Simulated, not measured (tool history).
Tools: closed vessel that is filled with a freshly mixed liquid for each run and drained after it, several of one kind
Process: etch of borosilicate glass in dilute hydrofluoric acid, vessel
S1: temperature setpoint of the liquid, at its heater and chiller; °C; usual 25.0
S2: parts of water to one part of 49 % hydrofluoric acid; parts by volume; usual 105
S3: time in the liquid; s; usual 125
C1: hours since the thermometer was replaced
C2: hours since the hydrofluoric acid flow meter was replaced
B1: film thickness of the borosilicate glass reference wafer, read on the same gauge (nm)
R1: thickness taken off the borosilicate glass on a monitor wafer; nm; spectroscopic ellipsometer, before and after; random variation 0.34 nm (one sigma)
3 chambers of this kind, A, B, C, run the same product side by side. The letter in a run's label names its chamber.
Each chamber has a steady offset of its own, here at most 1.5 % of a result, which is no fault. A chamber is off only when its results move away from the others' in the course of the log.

| run | hour | S1 | S2 | S3 | C1 | C2 | B1 | R1 |
|---|---|---|---|---|---|---|---|---|
| 1C | 11.0 | 25.0 | 105 | 125 | 1830.1 | 491.3 | 109.99 | 45.032 |
| 2A | 17.6 | 25.0 | 105 | 125 | 1202.2 | 1473.7 | 110.01 | 45.015 |
| 3B | 28.4 | 25.0 | 105 | 125 | 1603.8 | 632.9 | 110.01 | 45.047 |
| 4A | 36.6 | 25.0 | 105 | 125 | 1221.2 | 1492.7 | 109.99 | 45.668 |
| 5C | 46.9 | 25.0 | 105 | 125 | 1866.0 | 527.2 | 109.99 | 44.829 |
|  | 51.0 | chamber C: thermometer replaced |
| 6B | 60.8 | 25.0 | 105 | 65 | 1636.2 | 665.3 | 110.01 | 23.388 |
| 7B | 72.3 | 25.0 | 105 | 65 | 1647.7 | 676.8 | 110.01 | 23.912 |
| 8C | 85.3 | 25.0 | 105 | 65 | 34.3 | 565.6 | 109.98 | 23.594 |
| 9A | 93.8 | 25.0 | 105 | 125 | 1278.4 | 1549.9 | 110.01 | 45.275 |
| 10C | 103.1 | 25.0 | 105 | 125 | 52.1 | 583.4 | 109.99 | 45.214 |
| 11B | 113.2 | 25.0 | 105 | 125 | 1688.6 | 717.7 | 110.00 | 45.291 |
| 12A | 122.4 | 29.5 | 145 | 125 | 1307.0 | 1578.5 | 109.99 | 36.963 |
| 13A | 131.8 | 29.5 | 145 | 125 | 1316.4 | 1587.9 | 110.00 | 36.548 |
| 14C | 143.9 | 29.5 | 145 | 125 | 92.9 | 624.2 | 110.01 | 36.568 |
| 15B | 150.3 | 25.0 | 105 | 125 | 1725.7 | 754.8 | 110.00 | 44.902 |
| 16B | 156.5 | 25.0 | 105 | 125 | 1731.9 | 761.0 | 109.99 | 45.794 |
| 17A | 164.4 | 25.0 | 105 | 125 | 1349.0 | 1620.5 | 109.99 | 45.125 |
| 18C | 177.1 | 25.0 | 105 | 125 | 126.1 | 657.4 | 110.01 | 46.215 |
|  | 181.3 | chamber B: hydrofluoric acid flow meter replaced |
| 19B | 185.0 | 29.0 | 105 | 125 | 1760.4 | 3.8 | 109.99 | 53.121 |
| 20A | 197.8 | 29.0 | 105 | 125 | 1382.4 | 1653.9 | 110.00 | 52.796 |
| 21C | 209.7 | 29.0 | 105 | 125 | 158.7 | 690.0 | 110.00 | 53.761 |
| 22A | 223.8 | 25.0 | 105 | 125 | 1408.4 | 1679.9 | 109.98 | 45.003 |
| 23B | 235.8 | 25.0 | 105 | 125 | 1811.2 | 54.6 | 109.99 | 45.398 |
| 24C | 246.5 | 25.0 | 105 | 125 | 195.5 | 726.8 | 109.98 | 46.770 |
| 25A | 252.6 | 25.0 | 105 | 125 | 1437.2 | 1708.7 | 109.98 | 44.452 |
| 26C | 261.8 | 25.0 | 105 | 125 | 210.8 | 742.1 | 110.00 | 47.253 |
| 27B | 270.2 | 25.0 | 105 | 70 | 1845.6 | 89.0 | 110.00 | 25.570 |
| 28B | 281.9 | 25.0 | 105 | 70 | 1857.3 | 100.7 | 110.00 | 25.324 |
| 29C | 290.3 | 25.0 | 105 | 70 | 239.3 | 770.6 | 110.00 | 26.844 |
| 30A | 297.3 | 25.0 | 105 | 125 | 1481.9 | 1753.4 | 109.99 | 44.284 |
| 31B | 308.4 | 25.0 | 105 | 125 | 1883.8 | 127.2 | 110.01 | 44.347 |
| 32A | 319.0 | 25.0 | 105 | 125 | 1503.6 | 1775.1 | 110.01 | 44.906 |
| 33C | 325.2 | 25.0 | 105 | 125 | 274.2 | 805.5 | 110.01 | 47.901 |
| 34B | 334.6 | 25.0 | 105 | 125 | 1910.0 | 153.4 | 109.99 | 45.159 |
| 35C | 343.9 | 25.0 | 105 | 125 | 292.9 | 824.2 | 109.99 | 48.303 |
| 36A | 353.9 | 25.0 | 105 | 125 | 1538.5 | 1810.0 | 110.00 | 44.881 |
| 37B | 366.3 | 25.0 | 135 | 85 | 1941.7 | 185.1 | 110.01 | 23.069 |
| 38A | 377.8 | 25.0 | 135 | 85 | 1562.4 | 1833.9 | 110.02 | 22.839 |

What goes on in this fleet: one chamber off, a drifting gauge, or nothing beyond the chambers' own small offsets? Name the chamber and the cause, if any.

Chamber C drifts away from the others.
Cause: hydrofluoric acid flow above the setpoint (%) = 7.9.
The log may not tell that from: liquid hotter than its thermometer reads (K).

Here are 4 candidates for chamber C's next run, each the usual settings with a change, their results left as question marks. Which one brings its results back in line with what the others give on the usual settings?
In line means no further than this from the other chambers' mean on the usual settings: R1 1.200 nm
| 39C-1 | 388.0 | 26.0 | 105 | 125 |  |  |  | ? |
| 39C-2 | 388.0 | 25.0 | 105 | 120 |  |  |  | ? |
| 39C-3 | 388.0 | 25.0 | 100 | 130 |  |  |  | ? |
| 39C-4 | 388.0 | 25.0 | 105 | 115 |  |  |  | ? |

The other chambers' mean on the usual settings: R1 45.059 nm
| run | R1 |
|---|---|
| 39C-1 | 51.203 |
| 39C-2 | 47.267 |
| 39C-3 | 54.087 |
| 39C-4 | 45.298 |
39C-4 brings the chamber back in line.
